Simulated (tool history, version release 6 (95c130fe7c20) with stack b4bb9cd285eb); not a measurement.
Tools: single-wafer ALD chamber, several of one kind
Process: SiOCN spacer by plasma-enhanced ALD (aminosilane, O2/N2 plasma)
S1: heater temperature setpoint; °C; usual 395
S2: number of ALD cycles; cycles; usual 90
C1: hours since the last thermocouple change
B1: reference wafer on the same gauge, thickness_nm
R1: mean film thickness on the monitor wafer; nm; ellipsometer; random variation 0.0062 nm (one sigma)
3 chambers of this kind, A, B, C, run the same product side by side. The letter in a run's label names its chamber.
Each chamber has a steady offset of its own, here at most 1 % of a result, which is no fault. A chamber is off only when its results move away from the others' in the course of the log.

run 1A hour=11.8 | S1=395 S2=90 | C1=2133.2 | B1=4.5492 | R1=5.3986
run 2B hour=24.3 | S1=395 S2=90 | C1=748 | B1=4.549 | R1=5.4695
run 3C hour=38.4 | S1=395 S2=90 | C1=216.7 | B1=4.5482 | R1=5.3967
run 4A hour=45.4 | S1=395 S2=90 | C1=2166.8 | B1=4.5483 | R1=5.401
run 5C hour=56.9 | S1=395 S2=90 | C1=235.2 | B1=4.5486 | R1=5.4116
run 6B hour=66.1 | S1=381 S2=90 | C1=789.8 | B1=4.5477 | R1=5.4628
run 7A hour=78.1 | S1=381 S2=90 | C1=2199.5 | B1=4.5455 | R1=5.3877
run 8B hour=88.9 | S1=381 S2=90 | C1=812.6 | B1=4.5443 | R1=5.4585
run 9C hour=96 | S1=395 S2=90 | C1=274.3 | B1=4.5465 | R1=5.3896
run 10C hour=110.9 | S1=395 S2=90 | C1=289.2 | B1=4.5447 | R1=5.3824
run 11B hour=119.3 | S1=395 S2=90 | C1=843 | B1=4.5441 | R1=5.468
run 12A hour=133.1 | S1=395 S2=90 | C1=2254.5 | B1=4.5441 | R1=5.3761
run 13C hour=141.6 | S1=395 S2=90 | C1=319.9 | B1=4.5439 | R1=5.3988
run 14A hour=148.5 | S1=389 S2=76 | C1=2269.9 | B1=4.5406 | R1=4.5542
run 15B hour=155.9 | S1=389 S2=76 | C1=879.6 | B1=4.5413 | R1=4.617
run 16B hour=165.9 | S1=389 S2=76 | C1=889.6 | B1=4.5413 | R1=4.6188
run 17A hour=179.5 | S1=395 S2=104 | C1=2300.9 | B1=4.5408 | R1=6.212
run 18C hour=193.3 | S1=395 S2=104 | C1=371.6 | B1=4.538 | R1=6.2385
run 19B hour=206 | S1=395 S2=104 | C1=929.7 | B1=4.539 | R1=6.2965
run 20C hour=214 | S1=395 S2=73 | C1=392.3 | B1=4.5382 | R1=4.3744
run 21A hour=224.4 | S1=395 S2=73 | C1=2345.8 | B1=4.5382 | R1=4.3612
run 22B hour=232 | S1=395 S2=73 | C1=955.7 | B1=4.5378 | R1=4.4242
run 23C hour=243.1 | S1=395 S2=90 | C1=421.4 | B1=4.5358 | R1=5.3886
run 24A hour=253.3 | S1=395 S2=90 | C1=2374.7 | B1=4.537 | R1=5.3686
run 25B hour=267.8 | S1=395 S2=90 | C1=991.5 | B1=4.5349 | R1=5.4468
run 26C hour=278.8 | S1=395 S2=106 | C1=457.1 | B1=4.5338 | R1=6.3493
run 27A hour=287.4 | S1=395 S2=106 | C1=2408.8 | B1=4.534 | R1=6.3256
run 28A hour=295.8 | S1=395 S2=106 | C1=2417.2 | B1=4.5335 | R1=6.3106
run 29C hour=309.7 | S1=395 S2=74 | C1=488 | B1=4.5324 | R1=4.4234
run 30B hour=321.1 | S1=395 S2=74 | C1=1044.8 | B1=4.532 | R1=4.479
run 31A hour=328.3 | S1=395 S2=74 | C1=2449.7 | B1=4.5321 | R1=4.4264
run 32C hour=341 | S1=395 S2=90 | C1=519.3 | B1=4.5311 | R1=5.3855
run 33B hour=355.4 | S1=395 S2=90 | C1=1079.1 | B1=4.5314 | R1=5.4606
run 34A hour=370 | S1=395 S2=90 | C1=2491.4 | B1=4.5291 | R1=5.3724

Is one chamber off against the others, does the gauge drift, or is nothing wrong? If a chamber is off, say which, and what the likeliest cause is.

The gauge drifts, so all chambers seem to drift together. No chamber is off.
Cause: gauge reads low (%) = 0.467.
